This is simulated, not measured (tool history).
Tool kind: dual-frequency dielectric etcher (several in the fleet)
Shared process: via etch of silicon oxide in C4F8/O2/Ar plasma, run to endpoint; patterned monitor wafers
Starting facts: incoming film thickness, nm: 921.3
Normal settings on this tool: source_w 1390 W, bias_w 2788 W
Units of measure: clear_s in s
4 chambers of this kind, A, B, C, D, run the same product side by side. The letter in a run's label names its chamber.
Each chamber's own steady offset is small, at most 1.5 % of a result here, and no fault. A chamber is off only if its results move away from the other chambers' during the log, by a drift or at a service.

run 1D day=0.242 | source_w=1390 bias_w=2788 | clear_s=190.58
run 2C day=0.433 | source_w=1390 bias_w=2788 | clear_s=189.22
run 3B day=0.646 | source_w=1390 bias_w=2788 | clear_s=191.71
run 4A day=0.871 | source_w=1390 bias_w=2788 | clear_s=188.45
run 5B day=1.229 | source_w=1390 bias_w=2514 | clear_s=200.80
run 6A day=1.438 | source_w=1390 bias_w=2514 | clear_s=194.79
run 7C day=1.733 | source_w=1390 bias_w=2514 | clear_s=200.10
run 8D day=1.933 | source_w=1390 bias_w=2514 | clear_s=197.22
run 9A day=2.138 | source_w=1190 bias_w=2176 | clear_s=217.44
run 10D day=2.308 | source_w=1190 bias_w=2176 | clear_s=221.81
run 11C day=2.521 | source_w=1190 bias_w=2176 | clear_s=216.83
run 12B day=2.846 | source_w=1190 bias_w=2176 | clear_s=216.65
run 13D day=3.012 | source_w=1390 bias_w=2788 | clear_s=191.21
run 14C day=3.196 | source_w=1390 bias_w=2788 | clear_s=188.61
run 15B day=3.554 | source_w=1210 bias_w=3352 | clear_s=190.40
run 16A day=3.788 | source_w=1210 bias_w=3352 | clear_s=187.57
-- day=3.929 chamber A: bias power generator calibrated
run 17C day=4.033 | source_w=1210 bias_w=3352 | clear_s=189.38
run 18B day=4.250 | source_w=1210 bias_w=3352 | clear_s=189.83
run 19D day=4.425 | source_w=1390 bias_w=2788 | clear_s=190.14
run 20A day=4.738 | source_w=1390 bias_w=2788 | clear_s=188.59
run 21D day=4.933 | source_w=1390 bias_w=2788 | clear_s=191.82
run 22C day=5.208 | source_w=1390 bias_w=2788 | clear_s=192.27
run 23B day=5.458 | source_w=1600 bias_w=2788 | clear_s=183.24
run 24A day=5.729 | source_w=1600 bias_w=2788 | clear_s=178.38
run 25A day=5.908 | source_w=1600 bias_w=2788 | clear_s=179.97
run 26B day=6.150 | source_w=1600 bias_w=2788 | clear_s=182.22
run 27D day=6.404 | source_w=1390 bias_w=2788 | clear_s=191.77
run 28C day=6.629 | source_w=1390 bias_w=2788 | clear_s=193.28

Decide between three cases: one chamber stands off from its peers, the gauge reading all wafers drifts, or nothing is wrong past each chamber's small offset. Where a chamber is off, say which and what most likely put it there.

No chamber is off and the gauge is stable; the differences are just each chamber's small, constant offset.
